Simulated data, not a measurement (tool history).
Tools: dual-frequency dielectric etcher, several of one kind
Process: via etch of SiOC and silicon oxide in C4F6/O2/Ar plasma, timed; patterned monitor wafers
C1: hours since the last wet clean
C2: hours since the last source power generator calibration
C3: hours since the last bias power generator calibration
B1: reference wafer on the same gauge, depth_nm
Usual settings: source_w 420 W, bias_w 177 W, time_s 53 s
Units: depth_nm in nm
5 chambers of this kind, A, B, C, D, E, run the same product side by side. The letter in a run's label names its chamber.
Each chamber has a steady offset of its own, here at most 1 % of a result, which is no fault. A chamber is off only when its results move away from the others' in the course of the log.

At day 0.292: chamber E: source power generator calibrated.
Run 1A, day 0.558: usual settings; C1 187.9; C2 218.6; C3 2169.8; B1 58.029. Result: depth_nm 60.726 nm.
Run 2D, day 1.017: usual settings; C1 89.6; C2 2344.9; C3 1670.6; B1 58.017. Result: depth_nm 61.251 nm.
Run 3C, day 1.362: usual settings; C1 80.6; C2 1339.4; C3 1857.5; B1 58.029. Result: depth_nm 60.889 nm.
Run 4B, day 1.958: usual settings; C1 335.8; C2 60.2; C3 1258.8; B1 58.038. Result: depth_nm 60.425 nm.
Run 5E, day 2.579: usual settings but source_w 370 W, bias_w 148 W; C1 376.6; C2 54.9; C3 791.0; B1 58.045. Result: depth_nm 54.277 nm.
Run 6D, day 2.850: usual settings but source_w 370 W, bias_w 148 W; C1 133.6; C2 2388.9; C3 1714.6; B1 58.061. Result: depth_nm 55.144 nm.
Run 7E, day 3.267: usual settings but source_w 370 W, bias_w 148 W; C1 393.1; C2 71.4; C3 807.5; B1 58.069. Result: depth_nm 54.259 nm.
Run 8B, day 3.650: usual settings but source_w 370 W, bias_w 148 W; C1 376.4; C2 100.8; C3 1299.4; B1 58.052. Result: depth_nm 54.507 nm.
Run 9A, day 4.258: usual settings but source_w 370 W, bias_w 148 W; C1 276.7; C2 307.4; C3 2258.6; B1 58.081. Result: depth_nm 54.565 nm.
Run 10C, day 4.783: usual settings; C1 162.7; C2 1421.5; C3 1939.6; B1 58.097. Result: depth_nm 60.892 nm.
Run 11B, day 5.071: usual settings; C1 410.5; C2 134.9; C3 1333.5; B1 58.092. Result: depth_nm 60.496 nm.
Run 12A, day 5.583: usual settings; C1 308.5; C2 339.2; C3 2290.4; B1 58.113. Result: depth_nm 60.799 nm.
At day 6.100: chamber E: wet clean of the chamber.
Run 13E, day 6.117: usual settings; C1 0.4; C2 139.8; C3 875.9; B1 58.125. Result: depth_nm 60.507 nm.
At day 6.412: chamber C: bias power generator calibrated.
Run 14C, day 6.692: usual settings; C1 208.5; C2 1467.3; C3 6.8; B1 58.132. Result: depth_nm 60.995 nm.
Run 15D, day 7.096: usual settings; C1 235.5; C2 2490.8; C3 1816.5; B1 58.149. Result: depth_nm 61.289 nm.
Run 16B, day 7.417: usual settings; C1 466.8; C2 191.2; C3 1389.8; B1 58.150. Result: depth_nm 60.448 nm.
Run 17C, day 7.854: usual settings; C1 236.4; C2 1495.2; C3 34.7; B1 58.150. Result: depth_nm 61.013 nm.
Run 18E, day 8.154: usual settings; C1 49.3; C2 188.7; C3 924.8; B1 58.169. Result: depth_nm 60.654 nm.
Run 19A, day 8.642: usual settings; C1 381.9; C2 412.6; C3 2363.8; B1 58.148. Result: depth_nm 60.786 nm.
Run 20D, day 9.029: usual settings; C1 281.9; C2 2537.2; C3 1862.9; B1 58.177. Result: depth_nm 61.399 nm.
Run 21A, day 9.408: usual settings but source_w 360 W, bias_w 151 W; C1 400.3; C2 431.0; C3 2382.2; B1 58.189. Result: depth_nm 54.485 nm.
At day 9.538: chamber A: wet clean of the chamber.
Run 22D, day 9.833: usual settings but source_w 360 W, bias_w 151 W; C1 301.2; C2 2556.5; C3 1882.2; B1 58.191. Result: depth_nm 54.906 nm.
Run 23E, day 10.167: usual settings but source_w 360 W, bias_w 151 W; C1 97.6; C2 237.0; C3 973.1; B1 58.205. Result: depth_nm 54.165 nm.
Run 24B, day 10.471: usual settings but source_w 360 W, bias_w 151 W; C1 540.1; C2 264.5; C3 1463.1; B1 58.202. Result: depth_nm 54.233 nm.
Run 25C, day 10.867: usual settings but source_w 360 W, bias_w 151 W; C1 308.7; C2 1567.5; C3 107.0; B1 58.208. Result: depth_nm 54.637 nm.
Run 26E, day 11.233: usual settings; C1 123.2; C2 262.6; C3 998.7; B1 58.209. Result: depth_nm 60.614 nm.
Run 27A, day 11.800: usual settings; C1 54.4; C2 488.4; C3 2439.6; B1 58.234. Result: depth_nm 60.802 nm.
At day 12.212: chamber C: wet clean of the chamber.
Run 28C, day 12.275: usual settings; C1 1.6; C2 1601.3; C3 140.8; B1 58.248. Result: depth_nm 61.037 nm.
Run 29B, day 12.825: usual settings; C1 596.6; C2 321.0; C3 1519.6; B1 58.255. Result: depth_nm 60.718 nm.
Run 30D, day 13.279: usual settings; C1 383.9; C2 2639.2; C3 1964.9; B1 58.254. Result: depth_nm 61.452 nm.
Run 31A, day 13.600: usual settings; C1 97.6; C2 531.6; C3 2482.8; B1 58.278. Result: depth_nm 60.981 nm.
Run 32E, day 14.154: usual settings; C1 193.3; C2 332.7; C3 1068.8; B1 58.277. Result: depth_nm 60.677 nm.
Run 33C, day 14.592: usual settings; C1 57.2; C2 1656.9; C3 196.4; B1 58.281. Result: depth_nm 61.045 nm.

Next, every chamber runs the same settings. What will each give?
Run 34A, day 15.042: usual settings but time_s 64 s. Result: depth_nm ?.
Run 34B, day 15.042: usual settings but time_s 64 s. Result: depth_nm ?.
Run 34C, day 15.042: usual settings but time_s 64 s. Result: depth_nm ?.
Run 34D, day 15.042: usual settings but time_s 64 s. Result: depth_nm ?.
Run 34E, day 15.042: usual settings but time_s 64 s. Result: depth_nm ?.

run  depth_nm
34A    73.665
34B    73.243
34C    73.720
34D    74.157
34E    73.344

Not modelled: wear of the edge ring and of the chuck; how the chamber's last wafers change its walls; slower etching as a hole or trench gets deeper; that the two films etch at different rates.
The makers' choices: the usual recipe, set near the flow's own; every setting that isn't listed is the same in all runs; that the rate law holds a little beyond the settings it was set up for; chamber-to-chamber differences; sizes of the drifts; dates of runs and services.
